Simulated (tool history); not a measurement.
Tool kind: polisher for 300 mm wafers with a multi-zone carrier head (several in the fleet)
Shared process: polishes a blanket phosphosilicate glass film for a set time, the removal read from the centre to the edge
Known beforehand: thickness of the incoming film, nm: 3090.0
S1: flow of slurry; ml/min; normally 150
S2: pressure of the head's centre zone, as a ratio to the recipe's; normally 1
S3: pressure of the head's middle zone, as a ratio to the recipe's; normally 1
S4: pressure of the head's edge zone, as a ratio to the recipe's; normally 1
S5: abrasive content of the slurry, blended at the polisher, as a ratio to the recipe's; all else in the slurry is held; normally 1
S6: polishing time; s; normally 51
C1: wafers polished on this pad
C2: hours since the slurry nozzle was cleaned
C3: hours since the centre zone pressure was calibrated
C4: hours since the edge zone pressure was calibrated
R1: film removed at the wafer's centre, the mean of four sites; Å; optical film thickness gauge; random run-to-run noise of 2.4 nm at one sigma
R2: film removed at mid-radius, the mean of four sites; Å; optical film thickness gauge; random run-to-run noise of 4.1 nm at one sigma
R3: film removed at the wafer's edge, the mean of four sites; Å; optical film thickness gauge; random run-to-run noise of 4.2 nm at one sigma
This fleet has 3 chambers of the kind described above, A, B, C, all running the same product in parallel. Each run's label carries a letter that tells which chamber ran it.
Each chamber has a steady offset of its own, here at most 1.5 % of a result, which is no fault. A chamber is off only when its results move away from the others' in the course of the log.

-- hour=0.2 chamber C: worn pad replaced by a new one
run 1C hour=7.7 | S1=150 S2=1 S3=1 S4=1 S5=1 S6=51 | C1=81 C2=627.6 C3=245.9 C4=649.4 | R1=2974.4 R2=2977.7 R3=3119.3
run 2B hour=14.5 | S1=150 S2=1 S3=1 S4=1 S5=1 S6=51 | C1=369 C2=43.1 C3=753.7 C4=550.3 | R1=3053.5 R2=3028.8 R3=3061.2
run 3A hour=24.4 | S1=150 S2=1 S3=1 S4=1 S5=1 S6=51 | C1=504 C2=391 C3=327.7 C4=1635.4 | R1=3055.6 R2=3033.7 R3=3038.8
-- hour=32.7 chamber A: slurry nozzle cleaned
run 4C hour=38.2 | S1=150 S2=1 S3=1 S4=1 S5=1 S6=51 | C1=409 C2=658.1 C3=276.4 C4=679.9 | R1=3028 R2=2957.8 R3=3074.8
-- hour=42.4 chamber A: worn pad replaced by a new one
run 5A hour=48.1 | S1=150 S2=1 S3=1 S4=1 S5=1 S6=51 | C1=61 C2=15.5 C3=351.4 C4=1659.1 | R1=3020.5 R2=3104.2 R3=3004.5
run 6B hour=59.3 | S1=150 S2=1 S3=1 S4=1 S5=1 S6=51 | C1=851 C2=87.9 C3=798.5 C4=595.1 | R1=2983.8 R2=2922 R3=2946.2
run 7B hour=70.2 | S1=150 S2=1 S3=1 S4=1 S5=1 S6=51 | C1=968 C2=98.8 C3=809.4 C4=606 | R1=2946.5 R2=2955.6 R3=2995.1
-- hour=77.7 chamber C: worn pad replaced by a new one
-- hour=78.3 chamber A: edge zone pressure recalibrated
run 8C hour=80.9 | S1=150 S2=1 S3=1 S4=1 S5=1 S6=51 | C1=34 C2=700.8 C3=319.1 C4=722.6 | R1=2986.3 R2=3047.9 R3=2965.8
run 9A hour=90.9 | S1=150 S2=1 S3=1 S4=1 S5=1 S6=51 | C1=522 C2=58.3 C3=394.2 C4=12.6 | R1=3011 R2=3010.6 R3=3030.5
run 10A hour=102 | S1=150 S2=1 S3=1 S4=1 S5=1 S6=51 | C1=641 C2=69.4 C3=405.3 C4=23.7 | R1=3077.9 R2=3058.2 R3=3038
-- hour=111.7 chamber C: edge zone pressure recalibrated
-- hour=115.1 chamber A: worn pad replaced by a new one
run 11C hour=115.8 | S1=150 S2=1 S3=1 S4=1 S5=1 S6=51 | C1=410 C2=735.7 C3=354 C4=4.1 | R1=3039.3 R2=2976.6 R3=3081
run 12B hour=129.6 | S1=150 S2=1 S3=1 S4=1 S5=1 S6=51 | C1=1608 C2=158.2 C3=868.8 C4=665.4 | R1=2932.2 R2=2937 R3=2894.9
-- hour=140.3 chamber C: slurry nozzle cleaned
run 13C hour=142 | S1=150 S2=1 S3=1 S4=1 S5=1 S6=51 | C1=692 C2=1.8 C3=380.2 C4=30.3 | R1=2979.7 R2=2926.2 R3=2996.7
run 14B hour=149.1 | S1=150 S2=1 S3=1 S4=1 S5=1 S6=51 | C1=1818 C2=177.7 C3=888.3 C4=684.9 | R1=2868.9 R2=2920.2 R3=2893.2
run 15A hour=163.1 | S1=150 S2=1 S3=1 S4=1 S5=1 S6=51 | C1=517 C2=130.5 C3=466.4 C4=84.8 | R1=3040.7 R2=3050.1 R3=3014.9
-- hour=170.4 chamber C: worn pad replaced by a new one
run 16A hour=172.1 | S1=150 S2=1 S3=0.94 S4=1 S5=1 S6=41 | C1=614 C2=139.5 C3=475.4 C4=93.8 | R1=2409.3 R2=2317.4 R3=2414.6
run 17C hour=180.5 | S1=150 S2=1 S3=0.94 S4=1 S5=1 S6=41 | C1=109 C2=40.3 C3=418.7 C4=68.8 | R1=2442.8 R2=2283.6 R3=2406.1
run 18B hour=194.4 | S1=150 S2=1 S3=0.94 S4=1 S5=1 S6=41 | C1=2305 C2=223 C3=933.6 C4=730.2 | R1=2289.6 R2=2207.2 R3=2258.2
run 19B hour=203.5 | S1=150 S2=1 S3=1 S4=1 S5=1 S6=51 | C1=2403 C2=232.1 C3=942.7 C4=739.3 | R1=2848.2 R2=2800.8 R3=2827.8
run 20C hour=213.9 | S1=150 S2=1 S3=1 S4=1 S5=1 S6=51 | C1=469 C2=73.7 C3=452.1 C4=102.2 | R1=3007.9 R2=3007.8 R3=2954

Predict what each chamber gives when all 3 of them run the settings below next.
run 21A hour=225 | S1=150 S2=1 S3=1 S4=1 S5=1 S6=51 | R1=? R2=? R3=?
run 21B hour=225 | S1=150 S2=1 S3=1 S4=1 S5=1 S6=51 | R1=? R2=? R3=?
run 21C hour=225 | S1=150 S2=1 S3=1 S4=1 S5=1 S6=51 | R1=? R2=? R3=?

run=21A R1=3029.1 R2=3057.8 R3=3092.5
run=21B R1=2831.3 R2=2821.6 R3=2819.3
run=21C R1=3039.9 R2=2953.4 R3=3025
